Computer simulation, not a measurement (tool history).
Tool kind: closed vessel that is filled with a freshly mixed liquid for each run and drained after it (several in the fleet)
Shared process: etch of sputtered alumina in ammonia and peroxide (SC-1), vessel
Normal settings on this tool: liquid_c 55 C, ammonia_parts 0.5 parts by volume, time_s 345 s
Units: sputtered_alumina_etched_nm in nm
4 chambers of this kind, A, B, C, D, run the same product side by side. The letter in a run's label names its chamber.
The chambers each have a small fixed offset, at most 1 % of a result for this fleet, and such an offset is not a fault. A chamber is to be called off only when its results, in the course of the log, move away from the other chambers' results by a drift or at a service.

run   hour  liquid_c  ammonia_parts  time_s  read-back film thickness of the sputtered alumina reference wafer, read on the same gauge (nm)  sputtered_alumina_etched_nm
 1D    5.6        55            0.5     345                                                                                          60.024                       22.587
 2A    9.2        55            0.5     345                                                                                          60.005                       22.602
 3C   13.3        55            0.5     345                                                                                          60.022                       22.926
 4B   18.7        55            0.5     345                                                                                          60.021                       22.889
 5A   26.2        55            0.5     345                                                                                          60.016                       22.362
      28.5  -- chamber D: ammonia flow meter replaced
 6C   31.4      62.5            0.5     345                                                                                          59.995                       34.461
      33.3  -- chamber A: ammonia flow meter replaced
 7B     35      62.5            0.5     345                                                                                          60.003                       33.866
 8D   39.5      62.5            0.5     345                                                                                          60.022                       32.623
 9C   45.5      62.5            0.5     345                                                                                          59.998                       34.184
10A   48.7        55            0.5     345                                                                                          60.015                       22.661
11B   54.6        55            0.5     345                                                                                          60.015                       22.962
12D   58.5        55            0.5     345                                                                                          59.998                       22.467
13B   64.3        55            0.5     345                                                                                          60.022                       23.002
14C   71.1        55            0.5     345                                                                                          60.015                       22.958
15D   77.4        55            0.5     345                                                                                          60.025                       22.431
16A   84.3        55            0.5     345                                                                                          60.005                       22.458
17C   88.1        55            0.5     345                                                                                          59.971                        22.92
      89.7  -- chamber B: new drum of ammonia solution connected
18D   93.4        55            0.5     345                                                                                          60.019                       22.515
19A     98        55            0.5     345                                                                                          59.985                       22.662
     100.4  -- chamber C: new drum of ammonia solution connected
20B  103.6        55            0.5     345                                                                                          59.987                       22.965
21A  107.4        55            0.5     345                                                                                          60.003                       22.532
22B  111.6        55            0.5     345                                                                                           60.01                       22.971
23D  116.9        55            0.5     345                                                                                          59.995                       22.696
24C  120.1        55            0.5     345                                                                                          59.986                       22.914
25D    125        55            0.5     345                                                                                          60.001                       22.409
26C    130        55            0.5     345                                                                                           59.99                       23.124
27B  134.5        55            0.5     345                                                                                          59.971                       23.172
28A  138.7        55            0.5     345                                                                                          60.012                       22.537

One chamber off, gauge drift, or nothing amiss beyond the chambers' own small offsets? If it is a chamber, which one, and what is the likeliest cause?

No chamber is off and the gauge is stable; the differences are just each chamber's small, constant offset.

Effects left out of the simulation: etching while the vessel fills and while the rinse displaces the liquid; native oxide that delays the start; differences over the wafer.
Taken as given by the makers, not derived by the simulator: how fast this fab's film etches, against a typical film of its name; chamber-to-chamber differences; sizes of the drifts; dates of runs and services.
